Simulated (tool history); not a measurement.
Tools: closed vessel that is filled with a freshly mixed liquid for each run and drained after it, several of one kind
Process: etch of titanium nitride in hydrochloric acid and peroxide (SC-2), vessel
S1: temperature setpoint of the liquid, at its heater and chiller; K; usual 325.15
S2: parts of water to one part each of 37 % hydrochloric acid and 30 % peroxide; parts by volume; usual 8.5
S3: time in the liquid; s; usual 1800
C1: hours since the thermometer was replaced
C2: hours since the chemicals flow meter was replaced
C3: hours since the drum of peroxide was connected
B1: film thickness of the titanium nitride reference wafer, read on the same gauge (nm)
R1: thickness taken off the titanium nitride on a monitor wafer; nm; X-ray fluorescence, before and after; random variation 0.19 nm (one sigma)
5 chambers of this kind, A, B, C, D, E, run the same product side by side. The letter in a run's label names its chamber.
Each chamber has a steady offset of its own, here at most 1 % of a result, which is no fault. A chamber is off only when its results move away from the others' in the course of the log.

run	hour	S1	S2	S3	C1	C2	C3	B1	R1
1C	6.2	325.15	8.5	1800	1487.8	497.4	360.4	110.00	39.606
2E	12.5	325.15	8.5	1800	707.7	369.2	101.5	109.99	40.368
3B	18.2	325.15	8.5	1800	280.1	1029.3	414.1	110.01	39.954
# hour 22.9: chamber B: chemicals flow meter replaced
4A	25.3	325.15	8.5	1800	670.0	637.8	323.4	110.01	39.156
5D	31.7	325.15	8.5	1800	993.6	1341.8	1110.0	110.01	40.118
6C	37.9	325.15	8.5	1800	1519.5	529.1	392.1	110.00	39.677
7A	42.9	325.15	8.5	890	687.6	655.4	341.0	110.05	19.758
8B	50.3	325.15	8.5	890	312.2	27.5	446.2	110.03	19.673
9D	54.8	325.15	8.5	890	1016.7	1364.9	1133.1	110.04	19.695
10E	61.3	325.15	8.5	890	756.5	418.0	150.3	109.99	19.639
11A	70.1	325.15	8.5	890	714.8	682.6	368.2	110.01	19.516
12D	78.8	325.15	8.5	1800	1040.7	1388.9	1157.1	109.99	40.141
13E	83.5	325.15	8.5	1800	778.7	440.2	172.5	110.04	40.089
14B	92.1	325.15	8.5	1800	354.0	69.3	488.0	109.99	40.159
15C	99.7	325.15	8.5	1800	1581.3	590.9	453.9	109.98	40.118
16B	103.8	325.15	8.5	1800	365.7	81.0	499.7	110.03	39.971
17E	108.6	325.15	11.5	2670	803.8	465.3	197.6	109.97	46.038
# hour 111.8: chamber D: new drum of peroxide connected
18D	116.0	325.15	11.5	2670	1077.9	1426.1	4.2	110.03	46.481
19C	124.2	325.15	11.5	2670	1605.8	615.4	478.4	109.98	45.518
20A	130.3	325.15	11.5	2670	775.0	742.8	428.4	109.98	45.778
21A	139.0	325.15	11.5	2670	783.7	751.5	437.1	109.98	45.664
22B	147.8	325.15	8.5	1800	409.7	125.0	543.7	110.00	39.760
23E	156.7	325.15	8.5	1800	851.9	513.4	245.7	110.04	40.047
24D	166.0	325.15	8.5	1800	1127.9	1476.1	54.2	110.05	40.269
25C	175.4	325.15	8.5	1800	1657.0	666.6	529.6	110.00	39.625
26B	182.3	325.15	8.5	1800	444.2	159.5	578.2	109.98	39.807
27E	188.3	325.15	8.5	1800	883.5	545.0	277.3	109.99	39.677
28A	194.4	325.15	8.5	1800	839.1	806.9	492.5	109.99	39.718
29D	203.8	325.15	8.5	1800	1165.7	1513.9	92.0	110.01	40.667
30C	208.2	325.15	8.5	1800	1689.8	699.4	562.4	110.02	39.886
31A	213.6	325.15	8.5	1800	858.3	826.1	511.7	110.00	39.154
32E	223.1	325.15	8.5	1800	918.3	579.8	312.1	109.99	40.272
33B	229.8	325.15	8.5	1800	491.7	207.0	625.7	109.97	39.746
34C	238.5	325.15	8.5	1800	1720.1	729.7	592.7	110.04	39.839
35D	247.0	325.15	8.5	1800	1208.9	1557.1	135.2	109.97	41.328
36E	252.5	325.15	8.5	2260	947.7	609.2	341.5	110.03	50.098
37D	256.8	325.15	8.5	2260	1218.7	1566.9	145.0	109.99	52.002
38B	261.7	325.15	8.5	2260	523.6	238.9	657.6	110.00	49.838
39A	271.2	325.15	8.5	2260	915.9	883.7	569.3	109.97	49.443
40C	278.3	325.15	8.5	2260	1759.9	769.5	632.5	110.00	49.794

What goes on in this fleet: one chamber off, a drifting gauge, or nothing beyond the chambers' own small offsets? Name the chamber and the cause, if any.

Chamber D drifts away from the others.
Cause: chemicals flow above the setpoint (%) = 5.27.
The log may not tell that from: liquid hotter than its thermometer reads (K).

Here are 4 candidates for chamber D's next run, each the usual settings with a change, their results left as question marks. Which one brings its results back in line with what the others give on the usual settings?
In line means no further than this from the other chambers' mean on the usual settings: R1 0.660 nm
41D-1	285.2	323.65	8.5	1800					?
41D-2	285.2	324.65	8.5	1770					?
41D-3	285.2	326.65	8.5	1800					?
41D-4	285.2	325.65	8.5	1830					?

The other chambers' mean on the usual settings: R1 39.784 nm
run	R1
41D-1	37.657
41D-2	39.539
41D-3	45.821
41D-4	43.662
41D-2 brings the chamber back in line.
